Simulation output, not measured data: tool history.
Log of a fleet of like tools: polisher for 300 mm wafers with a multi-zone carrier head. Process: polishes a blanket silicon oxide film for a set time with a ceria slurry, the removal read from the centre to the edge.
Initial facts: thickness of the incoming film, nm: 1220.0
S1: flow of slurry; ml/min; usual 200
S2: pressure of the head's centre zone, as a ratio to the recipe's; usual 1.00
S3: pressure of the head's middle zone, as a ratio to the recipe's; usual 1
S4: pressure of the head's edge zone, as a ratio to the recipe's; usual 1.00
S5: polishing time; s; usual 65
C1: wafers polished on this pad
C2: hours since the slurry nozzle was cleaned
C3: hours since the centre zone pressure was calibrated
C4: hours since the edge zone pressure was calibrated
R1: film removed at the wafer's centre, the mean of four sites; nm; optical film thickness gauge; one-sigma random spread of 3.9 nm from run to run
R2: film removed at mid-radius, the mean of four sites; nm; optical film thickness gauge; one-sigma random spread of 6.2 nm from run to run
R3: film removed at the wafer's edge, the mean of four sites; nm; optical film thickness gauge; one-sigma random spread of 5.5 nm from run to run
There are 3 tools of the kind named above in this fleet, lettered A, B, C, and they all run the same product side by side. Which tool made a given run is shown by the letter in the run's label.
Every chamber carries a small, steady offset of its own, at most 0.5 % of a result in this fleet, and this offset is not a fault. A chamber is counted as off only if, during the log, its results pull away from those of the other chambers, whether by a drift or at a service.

{"run": "1B", "hour": 3.4, "S1": 200, "S2": 1.0, "S3": 1, "S4": 1.0, "S5": 65, "C1": 590, "C2": 609.4, "C3": 306.8, "C4": 369.0, "R1": 429.85, "R2": 435.79, "R3": 434.71}
{"hour": 8.0, "done": "chamber C: worn pad replaced by a new one"}
{"run": "2C", "hour": 9.2, "S1": 200, "S2": 1.0, "S3": 1, "S4": 1.0, "S5": 65, "C1": 11, "C2": 286.8, "C3": 274.2, "C4": 175.2, "R1": 431.53, "R2": 447.06, "R3": 430.86}
{"run": "3A", "hour": 15.4, "S1": 200, "S2": 1.0, "S3": 1, "S4": 1.0, "S5": 65, "C1": 213, "C2": 386.5, "C3": 726.8, "C4": 335.5, "R1": 431.7, "R2": 433.19, "R3": 423.79}
{"run": "4A", "hour": 20.2, "S1": 200, "S2": 1.0, "S3": 1, "S4": 1.0, "S5": 65, "C1": 259, "C2": 391.3, "C3": 731.6, "C4": 340.3, "R1": 432.11, "R2": 439.4, "R3": 443.88}
{"run": "5B", "hour": 23.3, "S1": 200, "S2": 1.0, "S3": 1, "S4": 1.0, "S5": 65, "C1": 779, "C2": 629.3, "C3": 326.7, "C4": 388.9, "R1": 430.25, "R2": 433.38, "R3": 431.01}
{"run": "6C", "hour": 28.5, "S1": 200, "S2": 1.0, "S3": 1, "S4": 1.0, "S5": 65, "C1": 194, "C2": 306.1, "C3": 293.5, "C4": 194.5, "R1": 432.32, "R2": 428.32, "R3": 422.0}
{"run": "7C", "hour": 32.3, "S1": 245, "S2": 1.0, "S3": 1, "S4": 1.07, "S5": 65, "C1": 230, "C2": 309.9, "C3": 297.3, "C4": 198.3, "R1": 440.48, "R2": 450.15, "R3": 453.5}
{"run": "8B", "hour": 37.0, "S1": 245, "S2": 1.0, "S3": 1, "S4": 1.07, "S5": 65, "C1": 909, "C2": 643.0, "C3": 340.4, "C4": 402.6, "R1": 448.31, "R2": 446.52, "R3": 454.31}
{"run": "9A", "hour": 43.3, "S1": 245, "S2": 1.0, "S3": 1, "S4": 1.07, "S5": 65, "C1": 478, "C2": 414.4, "C3": 754.7, "C4": 363.4, "R1": 443.38, "R2": 440.56, "R3": 450.45}
{"run": "10B", "hour": 49.2, "S1": 200, "S2": 1.0, "S3": 1, "S4": 1.0, "S5": 65, "C1": 1024, "C2": 655.2, "C3": 352.6, "C4": 414.8, "R1": 421.02, "R2": 431.77, "R3": 421.44}
{"run": "11C", "hour": 54.9, "S1": 200, "S2": 1.0, "S3": 1, "S4": 1.0, "S5": 65, "C1": 444, "C2": 332.5, "C3": 319.9, "C4": 220.9, "R1": 423.6, "R2": 429.18, "R3": 437.61}
{"hour": 58.7, "done": "chamber B: slurry nozzle cleaned"}
{"run": "12A", "hour": 59.4, "S1": 200, "S2": 1.0, "S3": 1, "S4": 1.0, "S5": 65, "C1": 630, "C2": 430.5, "C3": 770.8, "C4": 379.5, "R1": 428.7, "R2": 430.69, "R3": 439.07}
{"run": "13A", "hour": 65.2, "S1": 200, "S2": 1.0, "S3": 1, "S4": 1.0, "S5": 65, "C1": 685, "C2": 436.3, "C3": 776.6, "C4": 385.3, "R1": 436.3, "R2": 434.41, "R3": 439.59}
{"run": "14B", "hour": 68.6, "S1": 200, "S2": 0.93, "S3": 1, "S4": 1.0, "S5": 52, "C1": 1208, "C2": 10.0, "C3": 372.0, "C4": 434.2, "R1": 309.5, "R2": 338.19, "R3": 337.47}
{"hour": 71.5, "done": "chamber A: worn pad replaced by a new one"}
{"run": "15C", "hour": 74.1, "S1": 200, "S2": 0.93, "S3": 1, "S4": 1.0, "S5": 52, "C1": 626, "C2": 351.7, "C3": 339.1, "C4": 240.1, "R1": 323.57, "R2": 339.37, "R3": 343.43}
{"run": "16A", "hour": 77.1, "S1": 200, "S2": 0.93, "S3": 1, "S4": 1.0, "S5": 52, "C1": 53, "C2": 448.2, "C3": 788.5, "C4": 397.2, "R1": 319.5, "R2": 343.4, "R3": 344.27}
{"run": "17B", "hour": 82.4, "S1": 200, "S2": 1.0, "S3": 1, "S4": 1.0, "S5": 65, "C1": 1339, "C2": 23.8, "C3": 385.8, "C4": 448.0, "R1": 421.36, "R2": 414.09, "R3": 421.67}
{"run": "18C", "hour": 88.7, "S1": 200, "S2": 1.0, "S3": 1, "S4": 1.0, "S5": 65, "C1": 765, "C2": 366.3, "C3": 353.7, "C4": 254.7, "R1": 426.52, "R2": 430.15, "R3": 432.37}
{"run": "19B", "hour": 92.5, "S1": 200, "S2": 1.0, "S3": 1, "S4": 1.0, "S5": 65, "C1": 1435, "C2": 33.9, "C3": 395.9, "C4": 458.1, "R1": 423.76, "R2": 419.09, "R3": 421.49}
{"run": "20A", "hour": 95.5, "S1": 200, "S2": 1.0, "S3": 1, "S4": 1.0, "S5": 65, "C1": 227, "C2": 466.6, "C3": 806.9, "C4": 415.6, "R1": 434.48, "R2": 433.89, "R3": 428.94}
{"run": "21C", "hour": 100.2, "S1": 200, "S2": 1.0, "S3": 1, "S4": 1.0, "S5": 65, "C1": 874, "C2": 377.8, "C3": 365.2, "C4": 266.2, "R1": 437.81, "R2": 431.58, "R3": 439.43}
{"run": "22C", "hour": 106.0, "S1": 200, "S2": 1.0, "S3": 1, "S4": 1.0, "S5": 65, "C1": 929, "C2": 383.6, "C3": 371.0, "C4": 272.0, "R1": 429.65, "R2": 427.9, "R3": 425.93}
{"run": "23A", "hour": 111.6, "S1": 200, "S2": 1.0, "S3": 1, "S4": 1.0, "S5": 65, "C1": 380, "C2": 482.7, "C3": 823.0, "C4": 431.7, "R1": 431.37, "R2": 439.33, "R3": 432.4}
{"run": "24B", "hour": 117.7, "S1": 155, "S2": 1.0, "S3": 1, "S4": 1.0, "S5": 65, "C1": 1674, "C2": 59.1, "C3": 421.1, "C4": 483.3, "R1": 388.82, "R2": 387.38, "R3": 404.06}
{"run": "25A", "hour": 121.5, "S1": 155, "S2": 1.0, "S3": 1, "S4": 1.0, "S5": 65, "C1": 474, "C2": 492.6, "C3": 832.9, "C4": 441.6, "R1": 413.27, "R2": 417.31, "R3": 417.58}
{"hour": 123.9, "done": "chamber C: worn pad replaced by a new one"}
{"hour": 124.2, "done": "chamber A: centre zone pressure recalibrated"}
{"run": "26C", "hour": 125.2, "S1": 155, "S2": 1.0, "S3": 1, "S4": 1.0, "S5": 65, "C1": 12, "C2": 402.8, "C3": 390.2, "C4": 291.2, "R1": 402.66, "R2": 404.53, "R3": 426.44}
{"run": "27B", "hour": 128.6, "S1": 200, "S2": 1.0, "S3": 1, "S4": 1.0, "S5": 65, "C1": 1777, "C2": 70.0, "C3": 432.0, "C4": 494.2, "R1": 400.28, "R2": 403.74, "R3": 401.2}
{"hour": 130.0, "done": "chamber B: edge zone pressure recalibrated"}
{"run": "28B", "hour": 132.5, "S1": 200, "S2": 1.0, "S3": 1, "S4": 1.0, "S5": 65, "C1": 1814, "C2": 73.9, "C3": 435.9, "C4": 2.6, "R1": 407.51, "R2": 399.67, "R3": 397.17}
{"run": "29A", "hour": 137.2, "S1": 200, "S2": 1.0, "S3": 1, "S4": 1.0, "S5": 65, "C1": 623, "C2": 508.3, "C3": 13.1, "C4": 457.3, "R1": 435.73, "R2": 428.29, "R3": 425.31}
{"run": "30C", "hour": 143.4, "S1": 200, "S2": 1.0, "S3": 1, "S4": 1.0, "S5": 65, "C1": 185, "C2": 421.0, "C3": 408.4, "C4": 309.4, "R1": 426.58, "R2": 421.46, "R3": 427.51}
{"hour": 148.3, "done": "chamber A: worn pad replaced by a new one"}
{"run": "31B", "hour": 149.0, "S1": 200, "S2": 1.0, "S3": 1, "S4": 1.0, "S5": 65, "C1": 1971, "C2": 90.4, "C3": 452.4, "C4": 19.1, "R1": 402.58, "R2": 406.48, "R3": 406.86}
{"run": "32C", "hour": 152.1, "S1": 200, "S2": 1.0, "S3": 1, "S4": 1.0, "S5": 65, "C1": 268, "C2": 429.7, "C3": 417.1, "C4": 318.1, "R1": 429.78, "R2": 435.61, "R3": 429.34}
{"run": "33A", "hour": 156.2, "S1": 200, "S2": 1.0, "S3": 1, "S4": 1.0, "S5": 65, "C1": 75, "C2": 527.3, "C3": 32.1, "C4": 476.3, "R1": 436.94, "R2": 443.37, "R3": 429.46}
{"run": "34B", "hour": 159.7, "S1": 200, "S2": 1.0, "S3": 1, "S4": 1.0, "S5": 65, "C1": 2072, "C2": 101.1, "C3": 463.1, "C4": 29.8, "R1": 391.89, "R2": 393.39, "R3": 386.31}
{"run": "35C", "hour": 164.6, "S1": 200, "S2": 1.0, "S3": 1, "S4": 1.0, "S5": 65, "C1": 386, "C2": 442.2, "C3": 429.6, "C4": 330.6, "R1": 438.59, "R2": 422.16, "R3": 429.01}
{"run": "36A", "hour": 170.1, "S1": 175, "S2": 1.0, "S3": 1, "S4": 1.0, "S5": 65, "C1": 207, "C2": 541.2, "C3": 46.0, "C4": 490.2, "R1": 420.81, "R2": 423.13, "R3": 432.91}
{"run": "37C", "hour": 174.5, "S1": 175, "S2": 1.0, "S3": 1, "S4": 1.0, "S5": 65, "C1": 480, "C2": 452.1, "C3": 439.5, "C4": 340.5, "R1": 419.38, "R2": 426.01, "R3": 421.11}
{"run": "38A", "hour": 180.7, "S1": 175, "S2": 1.0, "S3": 1, "S4": 1.0, "S5": 65, "C1": 307, "C2": 551.8, "C3": 56.6, "C4": 500.8, "R1": 421.98, "R2": 427.9, "R3": 434.92}
{"run": "39B", "hour": 187.0, "S1": 200, "S2": 1.0, "S3": 1, "S4": 1.0, "S5": 65, "C1": 2331, "C2": 128.4, "C3": 490.4, "C4": 57.1, "R1": 385.77, "R2": 387.36, "R3": 381.67}
{"run": "40A", "hour": 191.8, "S1": 200, "S2": 1.0, "S3": 1, "S4": 1.0, "S5": 65, "C1": 413, "C2": 562.9, "C3": 67.7, "C4": 511.9, "R1": 430.15, "R2": 427.57, "R3": 439.57}
{"run": "41B", "hour": 197.5, "S1": 200, "S2": 1.0, "S3": 1, "S4": 1.0, "S5": 65, "C1": 2431, "C2": 138.9, "C3": 500.9, "C4": 67.6, "R1": 378.85, "R2": 389.66, "R3": 386.98}
{"run": "42C", "hour": 202.5, "S1": 200, "S2": 1.0, "S3": 1, "S4": 1.0, "S5": 65, "C1": 746, "C2": 480.1, "C3": 467.5, "C4": 368.5, "R1": 432.83, "R2": 425.17, "R3": 431.05}

Does one chamber stand apart from the rest, does the shared gauge drift, or is all well apart from small per-chamber offsets? Give the chamber and the most likely cause, where there is one.

One chamber, B, drifts off from the rest bit by bit.
Cause: removal rate lost through wear of the pad, % = 11.9.

Which of the 4 candidates below, each the usual settings with something changed and its results left as question marks, puts chamber B back in line with what the other chambers give on the usual settings?
A result is in line if it is within this distance of the other chambers' mean on the usual settings: R1 14.00 nm; R2 22.00 nm; R3 19.00 nm
{"run": "43B-1", "hour": 207.1, "S1": 200, "S2": 1.0, "S3": 1, "S4": 1.0, "S5": 61, "R1": "?", "R2": "?", "R3": "?"}
{"run": "43B-2", "hour": 207.1, "S1": 200, "S2": 1.0, "S3": 1, "S4": 1.01, "S5": 73, "R1": "?", "R2": "?", "R3": "?"}
{"run": "43B-3", "hour": 207.1, "S1": 200, "S2": 1.0, "S3": 1, "S4": 1.0, "S5": 69, "R1": "?", "R2": "?", "R3": "?"}
{"run": "43B-4", "hour": 207.1, "S1": 200, "S2": 1.0, "S3": 1, "S4": 0.99, "S5": 57, "R1": "?", "R2": "?", "R3": "?"}

Average result of the remaining chambers running the usual settings: R1 430.79 nm; R2 433.18 nm; R3 433.15 nm
run=43B-1 R1=356.55 R2=356.69 R3=356.88
run=43B-2 R1=426.69 R2=426.85 R3=429.30
run=43B-3 R1=403.31 R2=403.47 R3=403.69
run=43B-4 R1=333.17 R2=333.30 R3=331.75
The answer is 43B-2, which returns the chamber to within the allowed miss of the others.

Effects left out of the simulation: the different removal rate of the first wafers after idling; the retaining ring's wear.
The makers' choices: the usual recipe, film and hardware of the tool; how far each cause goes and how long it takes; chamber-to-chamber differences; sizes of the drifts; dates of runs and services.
